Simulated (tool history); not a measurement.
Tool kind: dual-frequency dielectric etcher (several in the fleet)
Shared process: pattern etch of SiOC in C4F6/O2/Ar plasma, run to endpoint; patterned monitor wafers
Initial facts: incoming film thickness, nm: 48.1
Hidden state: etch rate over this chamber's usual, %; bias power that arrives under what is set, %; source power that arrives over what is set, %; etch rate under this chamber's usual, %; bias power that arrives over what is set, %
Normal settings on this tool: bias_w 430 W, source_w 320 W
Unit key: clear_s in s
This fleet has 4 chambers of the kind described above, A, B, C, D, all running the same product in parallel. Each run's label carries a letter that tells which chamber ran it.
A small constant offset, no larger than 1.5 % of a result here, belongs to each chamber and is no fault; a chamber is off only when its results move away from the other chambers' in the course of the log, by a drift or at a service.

run	hour	bias_w	source_w	hours since the last wet clean	hours since the last bias power generator calibration	hours since the last source power generator calibration	clear_s
1D	9.2	430	320	262.5	2541.4	1173.8	18.406
2B	20.6	430	320	485.3	861.7	3241.9	18.662
3A	26.8	430	320	508.3	3711.3	2615.7	18.397
4C	36.6	430	320	500.0	2732.8	3672.5	18.391
5B	46.7	430	320	511.4	887.8	3268.0	18.446
6C	60.1	430	320	523.5	2756.3	3696.0	18.468
7A	71.0	430	320	552.5	3755.5	2659.9	18.361
# hour 73.2: chamber B: wet clean of the chamber
# hour 77.5: chamber A: wet clean of the chamber
8D	83.5	430	320	336.8	2615.7	1248.1	18.518
9A	93.4	430	320	15.9	3777.9	2682.3	18.382
# hour 94.2: chamber C: wet clean of the chamber
10C	102.0	430	320	7.8	2798.2	3737.9	18.482
11B	110.1	392	320	37.0	951.2	3331.4	19.230
12D	117.5	392	320	370.8	2649.7	1282.1	18.992
13C	127.7	392	320	33.5	2823.9	3763.6	18.888
14B	135.1	392	320	62.0	976.2	3356.4	19.392
15A	148.5	430	320	71.0	3833.0	2737.4	18.292
16D	155.1	430	320	408.4	2687.3	1319.7	18.427
17A	165.7	488	320	88.2	3850.2	2754.6	17.613
18B	172.3	488	320	99.2	1013.4	3393.6	17.793
19D	178.2	488	320	431.5	2710.4	1342.8	17.665
# hour 180.1: chamber D: bias power generator calibrated
20C	187.6	488	320	93.4	2883.8	3823.5	17.631
21C	200.2	430	320	106.0	2896.4	3836.1	18.390
22B	207.2	430	320	134.1	1048.3	3428.5	18.710
23A	218.9	430	320	141.4	3903.4	2807.8	18.651
24D	229.6	430	320	482.9	49.6	1394.2	18.364
# hour 233.1: chamber A: bias power generator calibrated
25B	239.2	430	320	166.1	1080.3	3460.5	18.632
26D	251.4	430	320	504.7	71.4	1416.0	18.517
27A	259.6	430	320	182.1	26.5	2848.5	18.457
28C	272.7	430	320	178.5	2968.9	3908.6	18.375

All chambers now run identical settings, listed one chamber a line with results as question marks. What results will each chamber show?
29A	282.3	500	320				?
29B	282.3	500	320				?
29C	282.3	500	320				?
29D	282.3	500	320				?

run	clear_s
29A	17.470
29B	17.444
29C	17.260
29D	17.552

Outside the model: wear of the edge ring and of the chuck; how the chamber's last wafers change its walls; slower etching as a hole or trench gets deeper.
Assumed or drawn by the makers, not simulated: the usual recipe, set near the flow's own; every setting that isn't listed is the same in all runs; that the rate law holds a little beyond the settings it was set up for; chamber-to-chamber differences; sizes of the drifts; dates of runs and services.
